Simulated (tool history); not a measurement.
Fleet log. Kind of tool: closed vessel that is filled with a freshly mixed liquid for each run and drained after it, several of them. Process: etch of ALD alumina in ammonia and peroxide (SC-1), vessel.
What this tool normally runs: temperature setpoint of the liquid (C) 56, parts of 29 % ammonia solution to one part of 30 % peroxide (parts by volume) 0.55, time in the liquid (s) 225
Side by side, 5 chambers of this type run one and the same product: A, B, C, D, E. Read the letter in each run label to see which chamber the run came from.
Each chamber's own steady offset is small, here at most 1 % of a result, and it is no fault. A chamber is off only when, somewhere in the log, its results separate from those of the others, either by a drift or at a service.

| run | hour | temperature setpoint of the liquid (C) | parts of 29 % ammonia solution to one part of 30 % peroxide (parts by volume) | time in the liquid (s) | read-back film thickness of the ALD alumina reference wafer, read on the same gauge (nm) | thickness taken off the ALD alumina on a monitor wafer (nm) |
|---|---|---|---|---|---|---|
|  | 4.2 | chamber A: new drum of ammonia solution connected |
| 1B | 4.5 | 56 | 0.55 | 225 | 60.002 | 20.353 |
| 2D | 12.2 | 56 | 0.55 | 225 | 60.003 | 20.059 |
| 3C | 20.1 | 56 | 0.55 | 225 | 60.008 | 19.752 |
| 4A | 26.9 | 56 | 0.55 | 225 | 59.995 | 20.285 |
| 5E | 33.4 | 56 | 0.55 | 225 | 59.991 | 20.236 |
| 6E | 38.2 | 50 | 0.55 | 110 | 60.014 | 7.2201 |
| 7C | 43.7 | 50 | 0.55 | 110 | 59.988 | 7.1362 |
| 8D | 48.5 | 50 | 0.55 | 110 | 60.011 | 7.1548 |
| 9B | 53.5 | 50 | 0.55 | 110 | 60.018 | 7.2286 |
| 10A | 62 | 50 | 0.55 | 110 | 60.01 | 7.2087 |
| 11E | 69.1 | 56 | 0.55 | 225 | 60.012 | 20.032 |
| 12A | 77.4 | 56 | 0.7 | 315 | 60.008 | 28.868 |
| 13C | 85.4 | 56 | 0.7 | 315 | 59.983 | 28.604 |
| 14D | 89.7 | 56 | 0.7 | 315 | 59.987 | 29.164 |
| 15B | 93.8 | 56 | 0.7 | 315 | 59.985 | 29.039 |
| 16A | 99 | 56 | 0.7 | 315 | 59.997 | 29.459 |
| 17D | 104.5 | 52 | 0.65 | 225 | 60 | 16.505 |
| 18C | 112.9 | 52 | 0.65 | 225 | 59.989 | 16.484 |
|  | 117.2 | chamber E: new drum of ammonia solution connected |
| 19B | 120.2 | 52 | 0.65 | 225 | 59.989 | 16.731 |
| 20E | 124.7 | 52 | 0.65 | 225 | 60.019 | 16.918 |
| 21D | 130.9 | 52 | 0.65 | 225 | 59.982 | 16.708 |
| 22C | 138.4 | 56 | 0.55 | 225 | 60.01 | 20.07 |
| 23B | 144 | 56 | 0.55 | 290 | 59.995 | 26.252 |
|  | 148.5 | chamber E: thermometer replaced |
| 24E | 150.4 | 56 | 0.55 | 290 | 60.017 | 26.075 |
| 25A | 158.7 | 56 | 0.55 | 290 | 60.027 | 26.528 |
| 26E | 164.1 | 56 | 0.55 | 290 | 59.999 | 26.224 |
| 27C | 171.8 | 56 | 0.55 | 290 | 60.013 | 26.325 |
| 28B | 180.3 | 56 | 0.55 | 225 | 59.996 | 20.308 |
| 29A | 184.5 | 56 | 0.55 | 225 | 60.005 | 20.669 |
| 30D | 191.8 | 56 | 0.3 | 150 | 60.01 | 12.524 |

Is one chamber out of step, is the gauge drifting, or do the chambers differ by no more than their own small offsets? For an off chamber, give its letter and the likeliest cause.

No chamber stands off beyond its own small offset, and the gauge holds steady.

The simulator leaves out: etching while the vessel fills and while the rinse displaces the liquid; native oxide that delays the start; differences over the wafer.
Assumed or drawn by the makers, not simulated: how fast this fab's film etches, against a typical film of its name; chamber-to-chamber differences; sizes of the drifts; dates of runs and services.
